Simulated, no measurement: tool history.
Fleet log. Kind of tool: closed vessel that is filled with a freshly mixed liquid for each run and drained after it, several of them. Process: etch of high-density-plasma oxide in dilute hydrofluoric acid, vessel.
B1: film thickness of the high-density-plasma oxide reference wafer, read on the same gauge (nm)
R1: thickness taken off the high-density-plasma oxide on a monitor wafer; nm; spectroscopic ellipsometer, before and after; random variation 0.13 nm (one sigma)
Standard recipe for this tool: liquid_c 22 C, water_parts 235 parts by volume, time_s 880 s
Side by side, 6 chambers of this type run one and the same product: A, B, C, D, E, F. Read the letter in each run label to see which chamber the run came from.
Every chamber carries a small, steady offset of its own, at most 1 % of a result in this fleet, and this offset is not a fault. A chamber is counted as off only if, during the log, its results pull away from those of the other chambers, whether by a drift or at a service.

run 1F hour=5 | liquid_c=22 water_parts=235 time_s=880 | B1=150.01 | R1=17.443
run 2A hour=9.3 | liquid_c=22 water_parts=235 time_s=880 | B1=149.96 | R1=17.294
run 3B hour=14.5 | liquid_c=22 water_parts=235 time_s=880 | B1=150 | R1=17.192
run 4C hour=19.7 | liquid_c=22 water_parts=235 time_s=880 | B1=149.96 | R1=17.163
run 5E hour=23.9 | liquid_c=22 water_parts=235 time_s=880 | B1=150.01 | R1=17.001
run 6D hour=29.2 | liquid_c=22 water_parts=235 time_s=880 | B1=150.03 | R1=17.201
run 7B hour=35.4 | liquid_c=22 water_parts=235 time_s=880 | B1=150.02 | R1=17.394
run 8F hour=41.3 | liquid_c=22 water_parts=235 time_s=880 | B1=150 | R1=17.185
run 9E hour=47.4 | liquid_c=22 water_parts=235 time_s=880 | B1=149.97 | R1=17.35
run 10D hour=50.4 | liquid_c=24.5 water_parts=235 time_s=1360 | B1=149.95 | R1=29.219
run 11C hour=53.5 | liquid_c=24.5 water_parts=235 time_s=1360 | B1=149.93 | R1=29.266
run 12A hour=56.6 | liquid_c=24.5 water_parts=235 time_s=1360 | B1=149.99 | R1=28.994
run 13F hour=62.7 | liquid_c=24.5 water_parts=235 time_s=1360 | B1=150.01 | R1=29.349
run 14A hour=68.6 | liquid_c=24.5 water_parts=235 time_s=1360 | B1=150.02 | R1=29.164
run 15E hour=75.3 | liquid_c=24.5 water_parts=235 time_s=1360 | B1=149.98 | R1=28.911
run 16C hour=81.5 | liquid_c=22 water_parts=235 time_s=880 | B1=149.98 | R1=17.331
run 17D hour=87.3 | liquid_c=19 water_parts=235 time_s=1130 | B1=149.97 | R1=19.648
run 18B hour=93.9 | liquid_c=19 water_parts=235 time_s=1130 | B1=149.99 | R1=19.843
run 19E hour=99.6 | liquid_c=19 water_parts=235 time_s=1130 | B1=150.01 | R1=19.44
run 20D hour=103.6 | liquid_c=19 water_parts=235 time_s=1130 | B1=149.98 | R1=19.328
run 21B hour=109.7 | liquid_c=19 water_parts=235 time_s=1130 | B1=150.04 | R1=19.792
run 22C hour=115.3 | liquid_c=19 water_parts=235 time_s=1130 | B1=149.97 | R1=20.011
run 23A hour=120.1 | liquid_c=22 water_parts=235 time_s=880 | B1=150.02 | R1=16.876
-- hour=121.6 chamber D: thermometer replaced
run 24F hour=125.9 | liquid_c=22 water_parts=235 time_s=880 | B1=149.97 | R1=16.907
run 25C hour=130 | liquid_c=22 water_parts=235 time_s=880 | B1=149.96 | R1=17.336
run 26F hour=135.8 | liquid_c=22 water_parts=235 time_s=880 | B1=149.97 | R1=16.884
run 27A hour=139.9 | liquid_c=22 water_parts=235 time_s=880 | B1=149.98 | R1=17.081
run 28D hour=144 | liquid_c=22 water_parts=235 time_s=880 | B1=150.04 | R1=17.199
run 29E hour=147.5 | liquid_c=22 water_parts=235 time_s=880 | B1=149.95 | R1=16.998
run 30B hour=150.6 | liquid_c=20 water_parts=235 time_s=525 | B1=149.97 | R1=9.4829
run 31E hour=153.9 | liquid_c=20 water_parts=235 time_s=525 | B1=150 | R1=9.5481
run 32C hour=158.8 | liquid_c=20 water_parts=235 time_s=525 | B1=150.03 | R1=9.4796
run 33B hour=165.5 | liquid_c=20 water_parts=235 time_s=525 | B1=150.02 | R1=9.4296
run 34F hour=171.7 | liquid_c=20 water_parts=235 time_s=525 | B1=149.98 | R1=9.2411
run 35D hour=176.4 | liquid_c=20 water_parts=235 time_s=525 | B1=150.03 | R1=9.3346
run 36A hour=181.1 | liquid_c=22 water_parts=235 time_s=880 | B1=149.98 | R1=17.057
run 37C hour=186.1 | liquid_c=22 water_parts=235 time_s=880 | B1=150.06 | R1=17.317
run 38A hour=192.3 | liquid_c=22 water_parts=235 time_s=880 | B1=149.98 | R1=17.165
run 39B hour=196.7 | liquid_c=22 water_parts=235 time_s=880 | B1=150 | R1=17.419

Predict what each chamber gives when all 6 of them run the settings below next.
run 40A hour=201.6 | liquid_c=26 water_parts=235 time_s=880 | R1=?
run 40B hour=201.6 | liquid_c=26 water_parts=235 time_s=880 | R1=?
run 40C hour=201.6 | liquid_c=26 water_parts=235 time_s=880 | R1=?
run 40D hour=201.6 | liquid_c=26 water_parts=235 time_s=880 | R1=?
run 40E hour=201.6 | liquid_c=26 water_parts=235 time_s=880 | R1=?
run 40F hour=201.6 | liquid_c=26 water_parts=235 time_s=880 | R1=?

run=40A R1=19.835
run=40B R1=19.975
run=40C R1=19.818
run=40D R1=19.647
run=40E R1=19.802
run=40F R1=19.04

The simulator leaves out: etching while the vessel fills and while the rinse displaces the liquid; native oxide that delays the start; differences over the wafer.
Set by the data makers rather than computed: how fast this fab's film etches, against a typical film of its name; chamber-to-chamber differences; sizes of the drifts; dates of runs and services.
